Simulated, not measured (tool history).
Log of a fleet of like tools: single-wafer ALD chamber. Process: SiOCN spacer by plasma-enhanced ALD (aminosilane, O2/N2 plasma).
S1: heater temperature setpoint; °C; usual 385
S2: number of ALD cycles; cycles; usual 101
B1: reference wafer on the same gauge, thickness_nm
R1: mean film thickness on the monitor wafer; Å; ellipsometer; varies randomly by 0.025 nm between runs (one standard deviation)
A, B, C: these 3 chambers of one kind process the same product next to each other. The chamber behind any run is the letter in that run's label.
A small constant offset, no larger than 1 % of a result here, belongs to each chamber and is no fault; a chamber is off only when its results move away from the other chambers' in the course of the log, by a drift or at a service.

run	hour	S1	S2	B1	R1
1C	4.9	385	101	6.4224	61.205
2B	9.0	385	101	6.4254	60.907
3A	13.7	385	101	6.4218	60.625
4B	19.6	385	101	6.4214	61.240
5C	23.5	385	101	6.4202	60.838
6A	28.2	385	101	6.4194	60.780
7A	32.7	398	114	6.4237	68.796
8B	37.8	398	114	6.4214	67.886
9C	44.6	398	114	6.4227	69.446
10B	50.6	385	101	6.4237	60.895
11C	54.4	385	101	6.4204	61.350
12A	60.6	385	101	6.4183	60.696
13C	66.9	385	101	6.4196	61.353
14B	70.8	385	101	6.4218	61.470
15A	76.0	385	101	6.4161	60.968
16A	82.3	385	101	6.4114	60.663
17B	87.8	385	101	6.4162	61.256
18C	92.1	376	101	6.4195	61.165
19A	98.1	376	101	6.4192	60.090
20B	101.5	376	101	6.4248	61.030
21C	106.1	385	101	6.4108	61.552
22C	112.2	385	101	6.4248	61.255
23A	116.0	385	101	6.4204	61.227
24B	120.7	385	101	6.4167	61.049
25C	127.9	385	101	6.4250	60.987
26A	135.2	385	101	6.4202	60.617
27B	139.3	385	101	6.4166	60.862
28B	146.0	385	101	6.4198	60.975
29A	150.2	385	117	6.4217	70.431
30C	155.5	385	117	6.4168	71.252
31B	159.8	385	117	6.4256	70.871
32A	164.0	385	101	6.4235	60.370
33C	169.3	373	110	6.4197	67.052
34A	173.2	373	110	6.4217	66.187
35B	179.8	373	110	6.4290	66.067
36C	183.1	385	101	6.4249	60.914
37C	189.2	385	101	6.4220	61.281
38A	196.6	385	101	6.4249	60.946
39B	200.0	385	101	6.4183	60.947
40C	205.1	385	101	6.4180	61.419
41A	211.5	385	101	6.4204	60.429

Next, every chamber runs the same settings. What will each give?
42A	216.8	385	101		?
42B	216.8	385	101		?
42C	216.8	385	101		?

run	R1
42A	60.638
42B	60.534
42C	61.345

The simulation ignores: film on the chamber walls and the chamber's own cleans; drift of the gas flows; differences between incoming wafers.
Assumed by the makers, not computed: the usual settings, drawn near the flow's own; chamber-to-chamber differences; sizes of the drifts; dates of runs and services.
